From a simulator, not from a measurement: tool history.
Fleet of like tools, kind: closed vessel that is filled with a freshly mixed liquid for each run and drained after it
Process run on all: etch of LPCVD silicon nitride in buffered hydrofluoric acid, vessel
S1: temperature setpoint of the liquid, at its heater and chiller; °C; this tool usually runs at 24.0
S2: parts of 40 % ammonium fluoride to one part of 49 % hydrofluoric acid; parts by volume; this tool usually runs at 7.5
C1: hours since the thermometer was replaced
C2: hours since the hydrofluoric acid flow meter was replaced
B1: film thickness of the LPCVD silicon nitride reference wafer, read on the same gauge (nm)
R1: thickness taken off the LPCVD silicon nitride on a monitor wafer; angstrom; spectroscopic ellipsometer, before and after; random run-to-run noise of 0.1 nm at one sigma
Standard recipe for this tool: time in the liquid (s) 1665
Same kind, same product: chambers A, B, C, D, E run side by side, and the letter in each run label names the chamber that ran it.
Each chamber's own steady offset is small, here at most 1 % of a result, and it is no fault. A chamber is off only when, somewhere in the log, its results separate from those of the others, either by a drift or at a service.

{"hour": 3.0, "done": "chamber B: thermometer replaced"}
{"run": "1C", "hour": 8.9, "S1": 24.0, "S2": 7.5, "time in the liquid (s)": 1665, "C1": 656.3, "C2": 170.6, "B1": 109.97, "R1": 316.76}
{"run": "2D", "hour": 16.0, "S1": 24.0, "S2": 7.5, "time in the liquid (s)": 1665, "C1": 1022.6, "C2": 148.7, "B1": 110.0, "R1": 316.7}
{"run": "3E", "hour": 29.3, "S1": 24.0, "S2": 7.5, "time in the liquid (s)": 1665, "C1": 192.7, "C2": 1904.5, "B1": 110.01, "R1": 315.43}
{"run": "4B", "hour": 38.8, "S1": 24.0, "S2": 7.5, "time in the liquid (s)": 1665, "C1": 35.8, "C2": 463.3, "B1": 109.99, "R1": 316.37}
{"run": "5A", "hour": 49.3, "S1": 24.0, "S2": 7.5, "time in the liquid (s)": 1665, "C1": 1817.5, "C2": 92.6, "B1": 110.04, "R1": 314.64}
{"run": "6B", "hour": 55.8, "S1": 24.0, "S2": 7.5, "time in the liquid (s)": 1665, "C1": 52.8, "C2": 480.3, "B1": 109.99, "R1": 315.39}
{"run": "7D", "hour": 67.9, "S1": 24.0, "S2": 7.5, "time in the liquid (s)": 1665, "C1": 1074.5, "C2": 200.6, "B1": 110.01, "R1": 318.52}
{"run": "8C", "hour": 78.7, "S1": 21.0, "S2": 7.5, "time in the liquid (s)": 2150, "C1": 726.1, "C2": 240.4, "B1": 110.03, "R1": 350.28}
{"run": "9A", "hour": 88.9, "S1": 21.0, "S2": 7.5, "time in the liquid (s)": 2150, "C1": 1857.1, "C2": 132.2, "B1": 109.98, "R1": 346.21}
{"hour": 98.0, "done": "chamber D: thermometer replaced"}
{"run": "10E", "hour": 99.0, "S1": 21.0, "S2": 7.5, "time in the liquid (s)": 2150, "C1": 262.4, "C2": 1974.2, "B1": 110.03, "R1": 347.36}
{"run": "11E", "hour": 108.1, "S1": 21.0, "S2": 7.5, "time in the liquid (s)": 2150, "C1": 271.5, "C2": 1983.3, "B1": 109.98, "R1": 347.8}
{"run": "12A", "hour": 116.1, "S1": 21.0, "S2": 7.5, "time in the liquid (s)": 2150, "C1": 1884.3, "C2": 159.4, "B1": 109.99, "R1": 343.68}
{"run": "13D", "hour": 126.5, "S1": 24.0, "S2": 7.5, "time in the liquid (s)": 1665, "C1": 28.6, "C2": 259.2, "B1": 110.01, "R1": 318.62}
{"run": "14B", "hour": 133.3, "S1": 24.0, "S2": 7.5, "time in the liquid (s)": 1665, "C1": 130.3, "C2": 557.8, "B1": 110.0, "R1": 315.08}
{"run": "15C", "hour": 140.4, "S1": 24.0, "S2": 7.5, "time in the liquid (s)": 1665, "C1": 787.8, "C2": 302.1, "B1": 110.02, "R1": 317.29}
{"run": "16C", "hour": 149.5, "S1": 24.0, "S2": 7.5, "time in the liquid (s)": 1665, "C1": 796.9, "C2": 311.2, "B1": 110.0, "R1": 320.33}
{"run": "17A", "hour": 160.2, "S1": 24.0, "S2": 7.5, "time in the liquid (s)": 1665, "C1": 1928.4, "C2": 203.5, "B1": 109.98, "R1": 315.13}
{"hour": 165.4, "done": "chamber E: hydrofluoric acid flow meter replaced"}
{"run": "18D", "hour": 168.8, "S1": 24.0, "S2": 7.5, "time in the liquid (s)": 1080, "C1": 70.9, "C2": 301.5, "B1": 109.98, "R1": 205.76}
{"run": "19E", "hour": 179.1, "S1": 24.0, "S2": 7.5, "time in the liquid (s)": 1080, "C1": 342.5, "C2": 13.7, "B1": 110.01, "R1": 204.63}
{"run": "20B", "hour": 191.9, "S1": 24.0, "S2": 7.5, "time in the liquid (s)": 1080, "C1": 188.9, "C2": 616.4, "B1": 110.0, "R1": 205.13}
{"run": "21C", "hour": 199.0, "S1": 24.0, "S2": 7.5, "time in the liquid (s)": 1080, "C1": 846.4, "C2": 360.7, "B1": 110.0, "R1": 208.68}
{"run": "22D", "hour": 213.6, "S1": 24.0, "S2": 7.5, "time in the liquid (s)": 1080, "C1": 115.7, "C2": 346.3, "B1": 110.0, "R1": 205.68}
{"run": "23E", "hour": 228.0, "S1": 24.0, "S2": 7.5, "time in the liquid (s)": 1665, "C1": 391.4, "C2": 62.6, "B1": 109.99, "R1": 315.97}
{"run": "24B", "hour": 235.8, "S1": 27.5, "S2": 7.5, "time in the liquid (s)": 1665, "C1": 232.8, "C2": 660.3, "B1": 109.97, "R1": 382.16}
{"run": "25A", "hour": 246.3, "S1": 27.5, "S2": 7.5, "time in the liquid (s)": 1665, "C1": 2014.5, "C2": 289.6, "B1": 110.0, "R1": 382.37}
{"run": "26E", "hour": 258.0, "S1": 27.5, "S2": 7.5, "time in the liquid (s)": 1665, "C1": 421.4, "C2": 92.6, "B1": 109.99, "R1": 381.63}
{"run": "27D", "hour": 267.1, "S1": 27.5, "S2": 7.5, "time in the liquid (s)": 1665, "C1": 169.2, "C2": 399.8, "B1": 110.01, "R1": 380.82}
{"run": "28A", "hour": 278.8, "S1": 27.5, "S2": 7.5, "time in the liquid (s)": 1665, "C1": 2047.0, "C2": 322.1, "B1": 110.01, "R1": 381.07}
{"run": "29C", "hour": 287.9, "S1": 24.0, "S2": 6.5, "time in the liquid (s)": 1665, "C1": 935.3, "C2": 449.6, "B1": 110.0, "R1": 372.57}
{"run": "30B", "hour": 299.2, "S1": 24.0, "S2": 6.5, "time in the liquid (s)": 1665, "C1": 296.2, "C2": 723.7, "B1": 110.0, "R1": 361.3}
{"run": "31E", "hour": 309.5, "S1": 24.0, "S2": 6.5, "time in the liquid (s)": 1665, "C1": 472.9, "C2": 144.1, "B1": 110.04, "R1": 362.06}
{"run": "32D", "hour": 323.0, "S1": 24.0, "S2": 6.5, "time in the liquid (s)": 1665, "C1": 225.1, "C2": 455.7, "B1": 110.01, "R1": 364.93}
{"run": "33C", "hour": 329.9, "S1": 24.0, "S2": 6.5, "time in the liquid (s)": 1665, "C1": 977.3, "C2": 491.6, "B1": 109.98, "R1": 376.89}
{"run": "34A", "hour": 342.9, "S1": 24.0, "S2": 7.5, "time in the liquid (s)": 1665, "C1": 2111.1, "C2": 386.2, "B1": 110.03, "R1": 316.34}
{"run": "35B", "hour": 353.6, "S1": 24.0, "S2": 7.5, "time in the liquid (s)": 1665, "C1": 350.6, "C2": 778.1, "B1": 110.03, "R1": 315.93}
{"run": "36E", "hour": 361.6, "S1": 24.0, "S2": 7.5, "time in the liquid (s)": 1665, "C1": 525.0, "C2": 196.2, "B1": 110.0, "R1": 316.65}
{"run": "37A", "hour": 368.3, "S1": 24.0, "S2": 7.5, "time in the liquid (s)": 1665, "C1": 2136.5, "C2": 411.6, "B1": 110.0, "R1": 316.48}
{"run": "38D", "hour": 375.5, "S1": 25.5, "S2": 7.5, "time in the liquid (s)": 2550, "C1": 277.6, "C2": 508.2, "B1": 110.01, "R1": 524.57}
{"run": "39B", "hour": 382.1, "S1": 25.5, "S2": 7.5, "time in the liquid (s)": 2550, "C1": 379.1, "C2": 806.6, "B1": 110.01, "R1": 526.14}
{"run": "40C", "hour": 394.7, "S1": 25.5, "S2": 7.5, "time in the liquid (s)": 2550, "C1": 1042.1, "C2": 556.4, "B1": 110.03, "R1": 547.59}
{"run": "41B", "hour": 406.4, "S1": 25.5, "S2": 7.5, "time in the liquid (s)": 2550, "C1": 403.4, "C2": 830.9, "B1": 110.01, "R1": 524.63}
{"run": "42E", "hour": 420.9, "S1": 25.5, "S2": 7.5, "time in the liquid (s)": 2550, "C1": 584.3, "C2": 255.5, "B1": 109.99, "R1": 523.82}
{"run": "43A", "hour": 433.0, "S1": 24.0, "S2": 7.5, "time in the liquid (s)": 1665, "C1": 2201.2, "C2": 476.3, "B1": 109.99, "R1": 315.62}
{"run": "44C", "hour": 439.6, "S1": 24.0, "S2": 7.5, "time in the liquid (s)": 1665, "C1": 1087.0, "C2": 601.3, "B1": 110.0, "R1": 332.68}

For the next run the whole fleet of 5 chambers uses the same settings. Give each chamber's results:
{"run": "45A", "hour": 450.1, "S1": 24.0, "S2": 7.5, "time in the liquid (s)": 1665, "R1": "?"}
{"run": "45B", "hour": 450.1, "S1": 24.0, "S2": 7.5, "time in the liquid (s)": 1665, "R1": "?"}
{"run": "45C", "hour": 450.1, "S1": 24.0, "S2": 7.5, "time in the liquid (s)": 1665, "R1": "?"}
{"run": "45D", "hour": 450.1, "S1": 24.0, "S2": 7.5, "time in the liquid (s)": 1665, "R1": "?"}
{"run": "45E", "hour": 450.1, "S1": 24.0, "S2": 7.5, "time in the liquid (s)": 1665, "R1": "?"}

run=45A R1=314.51
run=45B R1=316.20
run=45C R1=331.56
run=45D R1=316.94
run=45E R1=314.50
